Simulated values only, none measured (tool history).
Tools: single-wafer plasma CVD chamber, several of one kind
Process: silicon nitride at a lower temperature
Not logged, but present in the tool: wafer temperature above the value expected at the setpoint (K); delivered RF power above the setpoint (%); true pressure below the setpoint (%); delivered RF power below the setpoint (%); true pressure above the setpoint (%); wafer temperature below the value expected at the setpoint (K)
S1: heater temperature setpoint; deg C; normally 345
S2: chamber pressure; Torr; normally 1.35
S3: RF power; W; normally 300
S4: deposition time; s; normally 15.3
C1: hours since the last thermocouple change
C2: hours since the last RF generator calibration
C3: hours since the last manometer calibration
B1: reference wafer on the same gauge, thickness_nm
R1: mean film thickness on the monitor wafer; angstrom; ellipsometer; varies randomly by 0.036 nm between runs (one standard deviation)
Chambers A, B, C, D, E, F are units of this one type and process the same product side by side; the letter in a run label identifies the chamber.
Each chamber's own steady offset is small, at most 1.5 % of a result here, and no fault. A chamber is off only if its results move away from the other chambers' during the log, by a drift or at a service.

{"run": "1B", "hour": 4.8, "S1": 345, "S2": 1.35, "S3": 300, "S4": 15.3, "C1": 1292.9, "C2": 1131.5, "C3": 517.6, "B1": 17.804, "R1": 169.92}
{"run": "2E", "hour": 9.2, "S1": 345, "S2": 1.35, "S3": 300, "S4": 15.3, "C1": 567.5, "C2": 534.6, "C3": 1357.0, "B1": 17.794, "R1": 171.24}
{"run": "3D", "hour": 16.2, "S1": 345, "S2": 1.35, "S3": 300, "S4": 15.3, "C1": 1995.2, "C2": 1290.8, "C3": 186.5, "B1": 17.798, "R1": 170.92}
{"run": "4A", "hour": 22.1, "S1": 345, "S2": 1.35, "S3": 300, "S4": 15.3, "C1": 240.4, "C2": 1624.4, "C3": 941.1, "B1": 17.802, "R1": 172.29}
{"run": "5F", "hour": 26.3, "S1": 345, "S2": 1.35, "S3": 300, "S4": 15.3, "C1": 1278.6, "C2": 701.5, "C3": 71.4, "B1": 17.804, "R1": 172.15}
{"run": "6C", "hour": 32.3, "S1": 345, "S2": 1.35, "S3": 300, "S4": 15.3, "C1": 1399.4, "C2": 613.2, "C3": 1376.2, "B1": 17.792, "R1": 171.07}
{"run": "7A", "hour": 40.5, "S1": 345, "S2": 1.18, "S3": 300, "S4": 18.2, "C1": 258.8, "C2": 1642.8, "C3": 959.5, "B1": 17.804, "R1": 196.91}
{"run": "8D", "hour": 45.4, "S1": 345, "S2": 1.18, "S3": 300, "S4": 18.2, "C1": 2024.4, "C2": 1320.0, "C3": 215.7, "B1": 17.803, "R1": 196.13}
{"run": "9C", "hour": 52.9, "S1": 345, "S2": 1.18, "S3": 300, "S4": 18.2, "C1": 1420.0, "C2": 633.8, "C3": 1396.8, "B1": 17.788, "R1": 196.12}
{"run": "10B", "hour": 61.4, "S1": 345, "S2": 1.18, "S3": 300, "S4": 18.2, "C1": 1349.5, "C2": 1188.1, "C3": 574.2, "B1": 17.791, "R1": 193.85}
{"run": "11E", "hour": 69.5, "S1": 345, "S2": 1.18, "S3": 300, "S4": 18.2, "C1": 627.8, "C2": 594.9, "C3": 1417.3, "B1": 17.79, "R1": 194.69}
{"run": "12F", "hour": 76.3, "S1": 345, "S2": 1.18, "S3": 300, "S4": 18.2, "C1": 1328.6, "C2": 751.5, "C3": 121.4, "B1": 17.801, "R1": 197.3}
{"run": "13F", "hour": 84.3, "S1": 345, "S2": 1.35, "S3": 300, "S4": 15.3, "C1": 1336.6, "C2": 759.5, "C3": 129.4, "B1": 17.793, "R1": 172.52}
{"run": "14B", "hour": 90.7, "S1": 345, "S2": 1.35, "S3": 300, "S4": 15.3, "C1": 1378.8, "C2": 1217.4, "C3": 603.5, "B1": 17.798, "R1": 169.81}
{"run": "15C", "hour": 96.6, "S1": 345, "S2": 1.35, "S3": 300, "S4": 15.3, "C1": 1463.7, "C2": 677.5, "C3": 1440.5, "B1": 17.797, "R1": 172.48}
{"run": "16D", "hour": 101.6, "S1": 345, "S2": 1.53, "S3": 340, "S4": 15.3, "C1": 2080.6, "C2": 1376.2, "C3": 271.9, "B1": 17.794, "R1": 193.09}
{"run": "17E", "hour": 107.9, "S1": 345, "S2": 1.53, "S3": 340, "S4": 15.3, "C1": 666.2, "C2": 633.3, "C3": 1455.7, "B1": 17.792, "R1": 191.7}
{"run": "18A", "hour": 113.8, "S1": 345, "S2": 1.53, "S3": 340, "S4": 15.3, "C1": 332.1, "C2": 1716.1, "C3": 1032.8, "B1": 17.799, "R1": 193.65}
{"run": "19A", "hour": 120.9, "S1": 345, "S2": 1.53, "S3": 340, "S4": 15.3, "C1": 339.2, "C2": 1723.2, "C3": 1039.9, "B1": 17.793, "R1": 193.32}
{"run": "20F", "hour": 128.1, "S1": 345, "S2": 1.53, "S3": 340, "S4": 15.3, "C1": 1380.4, "C2": 803.3, "C3": 173.2, "B1": 17.802, "R1": 193.74}
{"run": "21B", "hour": 134.5, "S1": 345, "S2": 1.53, "S3": 340, "S4": 15.3, "C1": 1422.6, "C2": 1261.2, "C3": 647.3, "B1": 17.797, "R1": 191.21}
{"run": "22D", "hour": 142.3, "S1": 358, "S2": 1.35, "S3": 325, "S4": 15.3, "C1": 2121.3, "C2": 1416.9, "C3": 312.6, "B1": 17.795, "R1": 179.44}
{"run": "23C", "hour": 147.9, "S1": 358, "S2": 1.35, "S3": 325, "S4": 15.3, "C1": 1515.0, "C2": 728.8, "C3": 1491.8, "B1": 17.802, "R1": 179.59}
{"run": "24E", "hour": 152.5, "S1": 358, "S2": 1.35, "S3": 325, "S4": 15.3, "C1": 710.8, "C2": 677.9, "C3": 1500.3, "B1": 17.792, "R1": 178.89}
{"run": "25A", "hour": 159.6, "S1": 358, "S2": 1.35, "S3": 325, "S4": 15.3, "C1": 377.9, "C2": 1761.9, "C3": 1078.6, "B1": 17.799, "R1": 181.69}
{"run": "26C", "hour": 165.8, "S1": 358, "S2": 1.35, "S3": 325, "S4": 15.3, "C1": 1532.9, "C2": 746.7, "C3": 1509.7, "B1": 17.814, "R1": 180.23}
{"run": "27E", "hour": 172.4, "S1": 358, "S2": 1.35, "S3": 325, "S4": 15.3, "C1": 730.7, "C2": 697.8, "C3": 1520.2, "B1": 17.799, "R1": 179.55}
{"run": "28D", "hour": 176.7, "S1": 345, "S2": 1.35, "S3": 300, "S4": 15.3, "C1": 2155.7, "C2": 1451.3, "C3": 347.0, "B1": 17.799, "R1": 171.5}
{"run": "29F", "hour": 181.6, "S1": 345, "S2": 1.35, "S3": 300, "S4": 15.3, "C1": 1433.9, "C2": 856.8, "C3": 226.7, "B1": 17.797, "R1": 171.8}
{"run": "30B", "hour": 187.6, "S1": 345, "S2": 1.35, "S3": 300, "S4": 15.3, "C1": 1475.7, "C2": 1314.3, "C3": 700.4, "B1": 17.807, "R1": 169.56}
{"run": "31F", "hour": 191.3, "S1": 345, "S2": 1.35, "S3": 300, "S4": 15.3, "C1": 1443.6, "C2": 866.5, "C3": 236.4, "B1": 17.795, "R1": 172.01}
{"run": "32C", "hour": 198.4, "S1": 345, "S2": 1.35, "S3": 300, "S4": 15.3, "C1": 1565.5, "C2": 779.3, "C3": 1542.3, "B1": 17.8, "R1": 171.73}
{"run": "33B", "hour": 206.4, "S1": 345, "S2": 1.35, "S3": 300, "S4": 15.3, "C1": 1494.5, "C2": 1333.1, "C3": 719.2, "B1": 17.802, "R1": 169.46}
{"run": "34E", "hour": 213.3, "S1": 345, "S2": 1.35, "S3": 300, "S4": 15.3, "C1": 771.6, "C2": 738.7, "C3": 1561.1, "B1": 17.808, "R1": 170.5}
{"run": "35D", "hour": 217.3, "S1": 334, "S2": 1.35, "S3": 300, "S4": 15.3, "C1": 2196.3, "C2": 1491.9, "C3": 387.6, "B1": 17.796, "R1": 171.78}
{"run": "36A", "hour": 222.5, "S1": 334, "S2": 1.35, "S3": 300, "S4": 15.3, "C1": 440.8, "C2": 1824.8, "C3": 1141.5, "B1": 17.806, "R1": 173.23}
{"run": "37E", "hour": 229.4, "S1": 334, "S2": 1.35, "S3": 300, "S4": 15.3, "C1": 787.7, "C2": 754.8, "C3": 1577.2, "B1": 17.803, "R1": 172.01}
{"run": "38C", "hour": 236.5, "S1": 334, "S2": 1.35, "S3": 300, "S4": 15.3, "C1": 1603.6, "C2": 817.4, "C3": 1580.4, "B1": 17.801, "R1": 172.49}
{"run": "39B", "hour": 245.0, "S1": 334, "S2": 1.35, "S3": 300, "S4": 15.3, "C1": 1533.1, "C2": 1371.7, "C3": 757.8, "B1": 17.804, "R1": 170.8}

Predict what each chamber gives when all 6 of them run the settings below next.
{"run": "40A", "hour": 251.1, "S1": 345, "S2": 1.35, "S3": 300, "S4": 15.3, "R1": "?"}
{"run": "40B", "hour": 251.1, "S1": 345, "S2": 1.35, "S3": 300, "S4": 15.3, "R1": "?"}
{"run": "40C", "hour": 251.1, "S1": 345, "S2": 1.35, "S3": 300, "S4": 15.3, "R1": "?"}
{"run": "40D", "hour": 251.1, "S1": 345, "S2": 1.35, "S3": 300, "S4": 15.3, "R1": "?"}
{"run": "40E", "hour": 251.1, "S1": 345, "S2": 1.35, "S3": 300, "S4": 15.3, "R1": "?"}
{"run": "40F", "hour": 251.1, "S1": 345, "S2": 1.35, "S3": 300, "S4": 15.3, "R1": "?"}

run=40A R1=172.12
run=40B R1=169.69
run=40C R1=172.13
run=40D R1=171.41
run=40E R1=170.74
run=40F R1=171.66
